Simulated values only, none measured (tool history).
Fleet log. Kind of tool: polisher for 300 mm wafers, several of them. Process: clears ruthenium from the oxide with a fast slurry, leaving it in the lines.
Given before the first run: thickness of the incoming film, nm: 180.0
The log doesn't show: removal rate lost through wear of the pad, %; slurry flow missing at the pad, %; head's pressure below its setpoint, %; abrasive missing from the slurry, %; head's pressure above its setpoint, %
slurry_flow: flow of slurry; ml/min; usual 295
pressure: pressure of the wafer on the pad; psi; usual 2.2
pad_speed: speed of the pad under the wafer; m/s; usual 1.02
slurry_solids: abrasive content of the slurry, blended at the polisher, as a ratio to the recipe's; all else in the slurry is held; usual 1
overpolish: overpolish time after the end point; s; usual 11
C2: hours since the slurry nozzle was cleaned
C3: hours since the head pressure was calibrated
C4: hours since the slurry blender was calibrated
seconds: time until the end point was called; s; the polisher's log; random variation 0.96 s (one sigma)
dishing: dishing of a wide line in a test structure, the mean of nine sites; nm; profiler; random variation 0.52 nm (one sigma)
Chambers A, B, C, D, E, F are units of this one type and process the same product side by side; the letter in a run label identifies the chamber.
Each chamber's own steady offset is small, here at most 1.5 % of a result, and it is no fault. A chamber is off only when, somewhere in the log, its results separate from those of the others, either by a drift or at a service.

run 1C day=0.150 | slurry_flow=295 pressure=2.2 pad_speed=1.02 slurry_solids=1 overpolish=11 | wafers_polished_on_this_pad=201 C2=145.6 C3=456.7 C4=106.3 | seconds=63.601 dishing=25.310
-- day=0.200 chamber A: worn pad replaced by a new one
run 2D day=0.338 | slurry_flow=295 pressure=2.2 pad_speed=1.02 slurry_solids=1 overpolish=11 | wafers_polished_on_this_pad=357 C2=249.5 C3=696.5 C4=139.1 | seconds=64.732 dishing=24.959
run 3B day=0.529 | slurry_flow=295 pressure=2.2 pad_speed=1.02 slurry_solids=1 overpolish=11 | wafers_polished_on_this_pad=245 C2=383.4 C3=233.2 C4=84.7 | seconds=63.904 dishing=26.430
-- day=0.604 chamber F: worn pad replaced by a new one
run 4F day=0.696 | slurry_flow=295 pressure=2.2 pad_speed=1.02 slurry_solids=1 overpolish=11 | wafers_polished_on_this_pad=26 C2=432.5 C3=86.9 C4=372.4 | seconds=65.068 dishing=25.525
run 5E day=0.992 | slurry_flow=295 pressure=2.2 pad_speed=1.02 slurry_solids=1 overpolish=11 | wafers_polished_on_this_pad=983 C2=77.9 C3=444.3 C4=135.1 | seconds=63.857 dishing=25.619
run 6A day=1.154 | slurry_flow=295 pressure=2.2 pad_speed=1.02 slurry_solids=1 overpolish=11 | wafers_polished_on_this_pad=272 C2=170.9 C3=289.7 C4=243.6 | seconds=63.170 dishing=26.173
-- day=1.221 chamber F: slurry blender recalibrated
run 7B day=1.404 | slurry_flow=295 pressure=2.2 pad_speed=1.02 slurry_solids=1 overpolish=11 | wafers_polished_on_this_pad=495 C2=404.4 C3=254.2 C4=105.7 | seconds=62.606 dishing=25.552
run 8D day=1.679 | slurry_flow=295 pressure=2.2 pad_speed=1.02 slurry_solids=1 overpolish=11 | wafers_polished_on_this_pad=741 C2=281.7 C3=728.7 C4=171.3 | seconds=64.942 dishing=25.120
-- day=1.696 chamber D: head pressure recalibrated
-- day=1.738 chamber B: slurry blender recalibrated
run 9E day=1.829 | slurry_flow=295 pressure=2.2 pad_speed=1.02 slurry_solids=1 overpolish=11 | wafers_polished_on_this_pad=1222 C2=98.0 C3=464.4 C4=155.2 | seconds=63.124 dishing=25.594
run 10A day=1.983 | slurry_flow=295 pressure=2.2 pad_speed=1.02 slurry_solids=1 overpolish=11 | wafers_polished_on_this_pad=509 C2=190.8 C3=309.6 C4=263.5 | seconds=62.037 dishing=26.194
-- day=2.050 chamber C: worn pad replaced by a new one
run 11F day=2.192 | slurry_flow=295 pressure=2.2 pad_speed=1.02 slurry_solids=1 overpolish=11 | wafers_polished_on_this_pad=453 C2=468.4 C3=122.8 C4=23.3 | seconds=63.085 dishing=26.873
run 12C day=2.488 | slurry_flow=295 pressure=2.2 pad_speed=1.02 slurry_solids=1 overpolish=11 | wafers_polished_on_this_pad=125 C2=201.7 C3=512.8 C4=162.4 | seconds=65.045 dishing=26.652
-- day=2.575 chamber E: worn pad replaced by a new one
run 13E day=2.775 | slurry_flow=295 pressure=2.2 pad_speed=1.02 slurry_solids=1 overpolish=11 | wafers_polished_on_this_pad=58 C2=120.7 C3=487.1 C4=177.9 | seconds=63.255 dishing=25.977
-- day=2.862 chamber D: worn pad replaced by a new one
run 14A day=2.921 | slurry_flow=295 pressure=2.2 pad_speed=1.02 slurry_solids=1 overpolish=11 | wafers_polished_on_this_pad=777 C2=213.3 C3=332.1 C4=286.0 | seconds=63.175 dishing=25.776
-- day=2.958 chamber A: worn pad replaced by a new one
run 15D day=3.158 | slurry_flow=295 pressure=2.2 pad_speed=1.02 slurry_solids=1 overpolish=11 | wafers_polished_on_this_pad=85 C2=317.2 C3=35.1 C4=206.8 | seconds=64.658 dishing=25.472
-- day=3.238 chamber B: worn pad replaced by a new one
-- day=3.275 chamber E: slurry blender recalibrated
run 16C day=3.338 | slurry_flow=295 pressure=2.2 pad_speed=1.02 slurry_solids=1 overpolish=11 | wafers_polished_on_this_pad=368 C2=222.1 C3=533.2 C4=182.8 | seconds=64.359 dishing=25.963
run 17B day=3.629 | slurry_flow=295 pressure=2.8 pad_speed=1.16 slurry_solids=1 overpolish=11 | wafers_polished_on_this_pad=112 C2=457.8 C3=307.6 C4=45.5 | seconds=44.193 dishing=37.062
run 18F day=3.900 | slurry_flow=295 pressure=2.8 pad_speed=1.16 slurry_solids=1 overpolish=11 | wafers_polished_on_this_pad=941 C2=509.4 C3=163.8 C4=64.3 | seconds=43.890 dishing=36.679
run 19E day=4.154 | slurry_flow=295 pressure=2.8 pad_speed=1.16 slurry_solids=1 overpolish=11 | wafers_polished_on_this_pad=451 C2=153.8 C3=520.2 C4=21.2 | seconds=44.454 dishing=35.082
-- day=4.362 chamber A: slurry nozzle cleaned
run 20D day=4.379 | slurry_flow=295 pressure=2.8 pad_speed=1.16 slurry_solids=1 overpolish=11 | wafers_polished_on_this_pad=434 C2=346.5 C3=64.4 C4=236.1 | seconds=44.318 dishing=35.284
run 21C day=4.529 | slurry_flow=295 pressure=2.8 pad_speed=1.16 slurry_solids=1 overpolish=11 | wafers_polished_on_this_pad=708 C2=250.7 C3=561.8 C4=211.4 | seconds=44.912 dishing=35.342
-- day=4.542 chamber C: worn pad replaced by a new one
run 22F day=4.804 | slurry_flow=295 pressure=2.8 pad_speed=1.16 slurry_solids=1 overpolish=11 | wafers_polished_on_this_pad=1199 C2=531.1 C3=185.5 C4=86.0 | seconds=45.453 dishing=36.134
run 23B day=4.971 | slurry_flow=295 pressure=2.2 pad_speed=0.90 slurry_solids=1 overpolish=11 | wafers_polished_on_this_pad=495 C2=490.0 C3=339.8 C4=77.7 | seconds=72.815 dishing=23.366
run 24A day=5.146 | slurry_flow=295 pressure=2.2 pad_speed=0.90 slurry_solids=1 overpolish=11 | wafers_polished_on_this_pad=624 C2=18.9 C3=385.5 C4=339.4 | seconds=74.287 dishing=21.819
run 25F day=5.450 | slurry_flow=295 pressure=2.2 pad_speed=0.90 slurry_solids=1 overpolish=11 | wafers_polished_on_this_pad=1384 C2=546.6 C3=201.0 C4=101.5 | seconds=72.111 dishing=22.713
-- day=5.567 chamber A: worn pad replaced by a new one
run 26E day=5.642 | slurry_flow=295 pressure=2.2 pad_speed=0.90 slurry_solids=1 overpolish=11 | wafers_polished_on_this_pad=876 C2=189.5 C3=555.9 C4=56.9 | seconds=71.453 dishing=23.677
run 27C day=5.912 | slurry_flow=295 pressure=2.2 pad_speed=0.90 slurry_solids=1 overpolish=11 | wafers_polished_on_this_pad=391 C2=283.9 C3=595.0 C4=244.6 | seconds=73.891 dishing=22.628
-- day=6.000 chamber F: worn pad replaced by a new one
run 28D day=6.192 | slurry_flow=295 pressure=2.2 pad_speed=0.90 slurry_solids=1 overpolish=11 | wafers_polished_on_this_pad=951 C2=390.0 C3=107.9 C4=279.6 | seconds=72.942 dishing=22.348
run 29B day=6.450 | slurry_flow=295 pressure=2.2 pad_speed=1.02 slurry_solids=1 overpolish=11 | wafers_polished_on_this_pad=918 C2=525.5 C3=375.3 C4=113.2 | seconds=65.899 dishing=26.286
-- day=6.454 chamber D: worn pad replaced by a new one
run 30A day=6.721 | slurry_flow=295 pressure=2.2 pad_speed=1.02 slurry_solids=1 overpolish=11 | wafers_polished_on_this_pad=329 C2=56.7 C3=423.3 C4=377.2 | seconds=70.979 dishing=23.195
-- day=6.754 chamber E: worn pad replaced by a new one
run 31C day=6.942 | slurry_flow=355 pressure=1.8 pad_speed=1.02 slurry_solids=1 overpolish=11 | wafers_polished_on_this_pad=685 C2=308.6 C3=619.7 C4=269.3 | seconds=78.079 dishing=21.789
-- day=6.992 chamber B: worn pad replaced by a new one
run 32B day=7.171 | slurry_flow=355 pressure=1.8 pad_speed=1.02 slurry_solids=1 overpolish=11 | wafers_polished_on_this_pad=52 C2=542.8 C3=392.6 C4=130.5 | seconds=77.872 dishing=22.014
run 33D day=7.400 | slurry_flow=355 pressure=1.8 pad_speed=1.02 slurry_solids=1 overpolish=11 | wafers_polished_on_this_pad=270 C2=419.0 C3=136.9 C4=308.6 | seconds=75.668 dishing=20.938
-- day=7.479 chamber B: slurry blender recalibrated
run 34E day=7.583 | slurry_flow=355 pressure=1.8 pad_speed=1.02 slurry_solids=1 overpolish=11 | wafers_polished_on_this_pad=236 C2=236.1 C3=602.5 C4=103.5 | seconds=76.749 dishing=21.597
run 35F day=7.758 | slurry_flow=355 pressure=1.8 pad_speed=1.02 slurry_solids=1 overpolish=11 | wafers_polished_on_this_pad=502 C2=602.0 C3=256.4 C4=156.9 | seconds=77.436 dishing=21.962
run 36A day=7.971 | slurry_flow=355 pressure=1.8 pad_speed=1.02 slurry_solids=1 overpolish=11 | wafers_polished_on_this_pad=686 C2=86.7 C3=453.3 C4=407.2 | seconds=88.809 dishing=19.039
run 37B day=8.283 | slurry_flow=295 pressure=2.2 pad_speed=1.02 slurry_solids=1 overpolish=11 | wafers_polished_on_this_pad=370 C2=569.5 C3=419.3 C4=19.3 | seconds=65.271 dishing=26.854

Read the log: is a single chamber off, either drifting away or since a service, is the gauge that measures every chamber drifting, or is nothing wrong beyond small per-chamber offsets? Name any odd chamber and what most likely caused it.

Little by little, chamber A moves away from the other chambers.
Cause: abrasive missing from the slurry, % = 29.3.

Below are 4 candidate recipes for chamber A's next run, each the usual settings with a change, their results shown as question marks. Which of them brings A's results back in line with what the other chambers give on the usual settings?
To be in line, a result may differ from the other chambers' mean on the usual settings by at most: seconds 3.400 s; dishing 1.800 nm
run 38A-1 day=8.525 | slurry_flow=295 pressure=2.0 pad_speed=0.96 slurry_solids=0.95 overpolish=11 | seconds=? dishing=?
run 38A-2 day=8.525 | slurry_flow=295 pressure=2.3 pad_speed=1.06 slurry_solids=1.00 overpolish=11 | seconds=? dishing=?
run 38A-3 day=8.525 | slurry_flow=295 pressure=2.1 pad_speed=0.98 slurry_solids=1.00 overpolish=11 | seconds=? dishing=?
run 38A-4 day=8.525 | slurry_flow=295 pressure=2.4 pad_speed=1.08 slurry_solids=1.05 overpolish=11 | seconds=? dishing=?

On the usual settings, the other chambers give on average: seconds 64.170 s; dishing 25.774 nm
run=38A-1 seconds=91.033 dishing=18.328
run=38A-2 seconds=69.602 dishing=23.556
run=38A-3 seconds=82.485 dishing=20.108
run=38A-4 seconds=63.723 dishing=25.554
38A-4 brings the chamber back in line.
